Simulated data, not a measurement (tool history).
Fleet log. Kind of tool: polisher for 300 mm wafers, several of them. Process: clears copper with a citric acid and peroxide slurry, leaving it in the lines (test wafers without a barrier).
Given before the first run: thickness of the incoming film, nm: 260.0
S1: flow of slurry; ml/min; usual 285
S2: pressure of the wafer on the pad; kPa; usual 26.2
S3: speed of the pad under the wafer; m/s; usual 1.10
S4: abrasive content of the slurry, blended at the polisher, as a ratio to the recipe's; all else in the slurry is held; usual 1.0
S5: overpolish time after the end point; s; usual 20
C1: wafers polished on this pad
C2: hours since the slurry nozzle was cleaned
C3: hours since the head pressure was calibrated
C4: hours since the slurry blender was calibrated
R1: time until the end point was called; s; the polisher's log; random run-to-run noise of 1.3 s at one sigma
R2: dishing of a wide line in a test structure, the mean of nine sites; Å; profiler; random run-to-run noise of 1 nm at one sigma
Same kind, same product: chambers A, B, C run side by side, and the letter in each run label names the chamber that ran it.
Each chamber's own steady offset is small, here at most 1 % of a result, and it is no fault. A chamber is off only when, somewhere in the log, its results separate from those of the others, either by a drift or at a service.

{"run": "1B", "hour": 8.5, "S1": 285, "S2": 26.2, "S3": 1.1, "S4": 1.0, "S5": 20, "C1": 102, "C2": 126.4, "C3": 225.2, "C4": 389.5, "R1": 75.357, "R2": 450.72}
{"run": "2C", "hour": 14.3, "S1": 285, "S2": 26.2, "S3": 1.1, "S4": 1.0, "S5": 20, "C1": 178, "C2": 610.2, "C3": 523.6, "C4": 112.0, "R1": 76.809, "R2": 463.75}
{"hour": 19.7, "done": "chamber B: slurry blender recalibrated"}
{"run": "3A", "hour": 23.1, "S1": 285, "S2": 26.2, "S3": 1.1, "S4": 1.0, "S5": 20, "C1": 473, "C2": 579.9, "C3": 1093.9, "C4": 266.0, "R1": 76.447, "R2": 475.45}
{"run": "4C", "hour": 29.7, "S1": 285, "S2": 26.2, "S3": 1.1, "S4": 1.0, "S5": 20, "C1": 267, "C2": 625.6, "C3": 539.0, "C4": 127.4, "R1": 76.837, "R2": 469.9}
{"run": "5A", "hour": 34.8, "S1": 285, "S2": 26.2, "S3": 1.1, "S4": 1.0, "S5": 20, "C1": 540, "C2": 591.6, "C3": 1105.6, "C4": 277.7, "R1": 73.829, "R2": 463.5}
{"run": "6B", "hour": 42.6, "S1": 285, "S2": 26.2, "S3": 1.1, "S4": 1.0, "S5": 20, "C1": 298, "C2": 160.5, "C3": 259.3, "C4": 22.9, "R1": 75.356, "R2": 480.35}
{"run": "7A", "hour": 50.1, "S1": 285, "S2": 26.2, "S3": 1.1, "S4": 1.0, "S5": 20, "C1": 629, "C2": 606.9, "C3": 1120.9, "C4": 293.0, "R1": 77.424, "R2": 447.52}
{"run": "8B", "hour": 57.5, "S1": 285, "S2": 26.2, "S3": 1.1, "S4": 1.0, "S5": 20, "C1": 384, "C2": 175.4, "C3": 274.2, "C4": 37.8, "R1": 75.638, "R2": 462.4}
{"run": "9C", "hour": 62.4, "S1": 285, "S2": 26.2, "S3": 1.1, "S4": 1.0, "S5": 20, "C1": 456, "C2": 658.3, "C3": 571.7, "C4": 160.1, "R1": 78.615, "R2": 478.89}
{"run": "10B", "hour": 68.6, "S1": 285, "S2": 26.2, "S3": 1.1, "S4": 1.0, "S5": 20, "C1": 448, "C2": 186.5, "C3": 285.3, "C4": 48.9, "R1": 75.294, "R2": 460.81}
{"run": "11A", "hour": 72.6, "S1": 285, "S2": 26.2, "S3": 1.1, "S4": 1.2, "S5": 20, "C1": 759, "C2": 629.4, "C3": 1143.4, "C4": 315.5, "R1": 75.543, "R2": 477.1}
{"run": "12C", "hour": 80.1, "S1": 285, "S2": 26.2, "S3": 1.1, "S4": 1.2, "S5": 20, "C1": 558, "C2": 676.0, "C3": 589.4, "C4": 177.8, "R1": 71.784, "R2": 476.65}
{"run": "13A", "hour": 84.9, "S1": 285, "S2": 26.2, "S3": 1.1, "S4": 1.2, "S5": 20, "C1": 830, "C2": 641.7, "C3": 1155.7, "C4": 327.8, "R1": 76.321, "R2": 479.63}
{"run": "14B", "hour": 92.7, "S1": 285, "S2": 26.2, "S3": 0.84, "S4": 1.3, "S5": 20, "C1": 588, "C2": 210.6, "C3": 309.4, "C4": 73.0, "R1": 92.649, "R2": 399.45}
{"hour": 99.5, "done": "chamber A: slurry nozzle cleaned"}
{"hour": 101.2, "done": "chamber A: head pressure recalibrated"}
{"run": "15C", "hour": 102.0, "S1": 285, "S2": 26.2, "S3": 0.84, "S4": 1.3, "S5": 20, "C1": 684, "C2": 697.9, "C3": 611.3, "C4": 199.7, "R1": 93.018, "R2": 389.03}
{"hour": 106.2, "done": "chamber A: slurry blender recalibrated"}
{"run": "16B", "hour": 108.8, "S1": 285, "S2": 26.2, "S3": 0.84, "S4": 1.3, "S5": 20, "C1": 681, "C2": 226.7, "C3": 325.5, "C4": 89.1, "R1": 89.176, "R2": 390.44}
{"hour": 110.7, "done": "chamber C: worn pad replaced by a new one"}
{"run": "17C", "hour": 117.3, "S1": 285, "S2": 26.2, "S3": 1.1, "S4": 1.0, "S5": 20, "C1": 38, "C2": 713.2, "C3": 626.6, "C4": 215.0, "R1": 77.076, "R2": 475.22}
{"run": "18A", "hour": 121.5, "S1": 285, "S2": 26.2, "S3": 1.1, "S4": 1.0, "S5": 20, "C1": 1041, "C2": 22.1, "C3": 20.4, "C4": 15.4, "R1": 81.105, "R2": 432.28}
{"run": "19B", "hour": 129.6, "S1": 285, "S2": 26.2, "S3": 1.1, "S4": 1.0, "S5": 20, "C1": 801, "C2": 247.5, "C3": 346.3, "C4": 109.9, "R1": 78.257, "R2": 454.89}
{"run": "20A", "hour": 134.7, "S1": 285, "S2": 26.2, "S3": 1.26, "S4": 1.0, "S5": 20, "C1": 1117, "C2": 35.3, "C3": 33.6, "C4": 28.6, "R1": 69.994, "R2": 499.68}

Has any chamber moved away from the others, gradually or after a service, or does the common gauge drift, or do the chambers differ only by their own small steady offsets? State the chamber and the most likely cause if one applies.

Chamber A drifts away from the others.
Cause: removal rate lost through wear of the pad, % = 8.93.

Here are 4 candidates for chamber A's next run, each the usual settings with a change, their results left as question marks. Which one brings its results back in line with what the others give on the usual settings?
To be in line, a result may differ from the other chambers' mean on the usual settings by at most: R1 4.500 s; R2 35.00 Å
{"run": "21A-1", "hour": 141.4, "S1": 280, "S2": 24.1, "S3": 1.0, "S4": 1.0, "S5": 20, "R1": "?", "R2": "?"}
{"run": "21A-2", "hour": 141.4, "S1": 285, "S2": 27.6, "S3": 1.14, "S4": 1.0, "S5": 20, "R1": "?", "R2": "?"}
{"run": "21A-3", "hour": 141.4, "S1": 290, "S2": 29.0, "S3": 1.2, "S4": 1.0, "S5": 20, "R1": "?", "R2": "?"}
{"run": "21A-4", "hour": 141.4, "S1": 285, "S2": 24.8, "S3": 1.06, "S4": 1.0, "S5": 20, "R1": "?", "R2": "?"}

The other chambers' mean on the usual settings: R1 75.499 s; R2 470.49 Å
run=21A-1 R1=97.907 R2=380.55
run=21A-2 R1=75.354 R2=480.27
run=21A-3 R1=68.164 R2=524.04
run=21A-4 R1=89.829 R2=410.80
21A-2 puts the chamber back in line with the other chambers.

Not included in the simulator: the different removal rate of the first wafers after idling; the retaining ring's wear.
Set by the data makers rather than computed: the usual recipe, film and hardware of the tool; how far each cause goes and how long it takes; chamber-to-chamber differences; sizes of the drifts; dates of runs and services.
